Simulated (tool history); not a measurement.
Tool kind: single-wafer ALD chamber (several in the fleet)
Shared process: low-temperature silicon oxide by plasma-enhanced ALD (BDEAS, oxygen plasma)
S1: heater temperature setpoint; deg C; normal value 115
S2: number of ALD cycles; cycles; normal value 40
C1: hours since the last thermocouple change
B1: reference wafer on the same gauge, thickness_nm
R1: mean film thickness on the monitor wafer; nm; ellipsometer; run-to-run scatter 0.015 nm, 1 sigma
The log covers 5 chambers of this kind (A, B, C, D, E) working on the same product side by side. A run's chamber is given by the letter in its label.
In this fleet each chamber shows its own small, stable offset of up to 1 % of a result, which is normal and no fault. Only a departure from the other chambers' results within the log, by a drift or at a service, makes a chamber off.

| run | hour | S1 | S2 | C1 | B1 | R1 |
|---|---|---|---|---|---|---|
| 1B | 4.3 | 115 | 40 | 1920.9 | 5.9499 | 5.5801 |
| 2A | 10.5 | 115 | 40 | 1081.2 | 5.9481 | 5.588 |
| 3D | 14.9 | 115 | 40 | 771.5 | 5.9465 | 5.5737 |
|  | 15 | chamber C: thermocouple changed; heater temperature recalibrated |
| 4C | 21.3 | 115 | 40 | 6.3 | 5.9471 | 5.5959 |
| 5E | 25.8 | 115 | 40 | 1710.3 | 5.9514 | 5.5613 |
| 6B | 29.4 | 107 | 34 | 1946 | 5.9525 | 4.8116 |
| 7E | 34.9 | 107 | 34 | 1719.4 | 5.9521 | 4.8008 |
| 8A | 42 | 107 | 34 | 1112.7 | 5.9508 | 4.8192 |
|  | 43.2 | chamber A: thermocouple changed; heater temperature recalibrated |
| 9C | 48 | 107 | 34 | 33 | 5.9477 | 4.7964 |
| 10D | 55.3 | 107 | 34 | 811.9 | 5.9517 | 4.7977 |
| 11D | 63.1 | 115 | 40 | 819.7 | 5.9504 | 5.5634 |
| 12E | 68.7 | 115 | 40 | 1753.2 | 5.9544 | 5.5301 |
| 13A | 76.8 | 115 | 40 | 33.6 | 5.9518 | 5.5671 |
| 14C | 82.7 | 115 | 40 | 67.7 | 5.9538 | 5.5911 |
| 15B | 88.9 | 115 | 40 | 2005.5 | 5.9532 | 5.565 |
| 16B | 93.1 | 115 | 40 | 2009.7 | 5.9506 | 5.5948 |
| 17A | 98.2 | 121 | 35 | 55 | 5.9538 | 4.8312 |
| 18D | 102.8 | 121 | 35 | 859.4 | 5.9497 | 4.7885 |
| 19E | 109.5 | 121 | 35 | 1794 | 5.9512 | 4.7818 |
| 20C | 114.3 | 121 | 35 | 99.3 | 5.9501 | 4.8212 |
| 21E | 121.4 | 121 | 35 | 1805.9 | 5.9472 | 4.8114 |
| 22C | 129.3 | 115 | 40 | 114.3 | 5.9479 | 5.58 |
| 23D | 136.5 | 115 | 40 | 893.1 | 5.9523 | 5.5479 |
| 24A | 140.1 | 103 | 40 | 96.9 | 5.9462 | 5.7048 |
|  | 141 | chamber B: thermocouple changed; heater temperature recalibrated |
| 25B | 144 | 103 | 40 | 3 | 5.9505 | 5.7299 |
| 26E | 149.2 | 103 | 40 | 1833.7 | 5.9487 | 5.6396 |
| 27D | 157.3 | 103 | 40 | 913.9 | 5.951 | 5.6763 |
| 28B | 165.1 | 103 | 40 | 24.1 | 5.9494 | 5.6963 |
| 29A | 171.1 | 115 | 44 | 127.9 | 5.9494 | 6.1273 |
| 30C | 175.2 | 115 | 44 | 160.2 | 5.9498 | 6.1385 |
| 31B | 182.1 | 115 | 44 | 41.1 | 5.9495 | 6.1588 |
| 32E | 188.9 | 115 | 44 | 1873.4 | 5.9474 | 6.1091 |
| 33D | 193.9 | 115 | 44 | 950.5 | 5.9482 | 6.0898 |
| 34A | 197.9 | 115 | 40 | 154.7 | 5.952 | 5.6103 |
| 35C | 205.2 | 115 | 40 | 190.2 | 5.9502 | 5.5724 |
| 36A | 213.2 | 115 | 40 | 170 | 5.9498 | 5.5646 |
| 37B | 221.2 | 121 | 40 | 80.2 | 5.9508 | 5.5341 |
| 38C | 228.8 | 121 | 40 | 213.8 | 5.9501 | 5.529 |
| 39E | 236.8 | 121 | 40 | 1921.3 | 5.9535 | 5.4747 |
| 40D | 241.1 | 121 | 40 | 997.7 | 5.9516 | 5.5027 |
| 41E | 248 | 121 | 40 | 1932.5 | 5.9476 | 5.4478 |

Next, all 5 chambers run the settings below, one line each with question marks for the results. What does each chamber give?
| 42A | 253.9 | 110 | 40 |  |  | ? |
| 42B | 253.9 | 110 | 40 |  |  | ? |
| 42C | 253.9 | 110 | 40 |  |  | ? |
| 42D | 253.9 | 110 | 40 |  |  | ? |
| 42E | 253.9 | 110 | 40 |  |  | ? |

| run | R1 |
|---|---|
| 42A | 5.6362 |
| 42B | 5.662 |
| 42C | 5.633 |
| 42D | 5.6059 |
| 42E | 5.5781 |
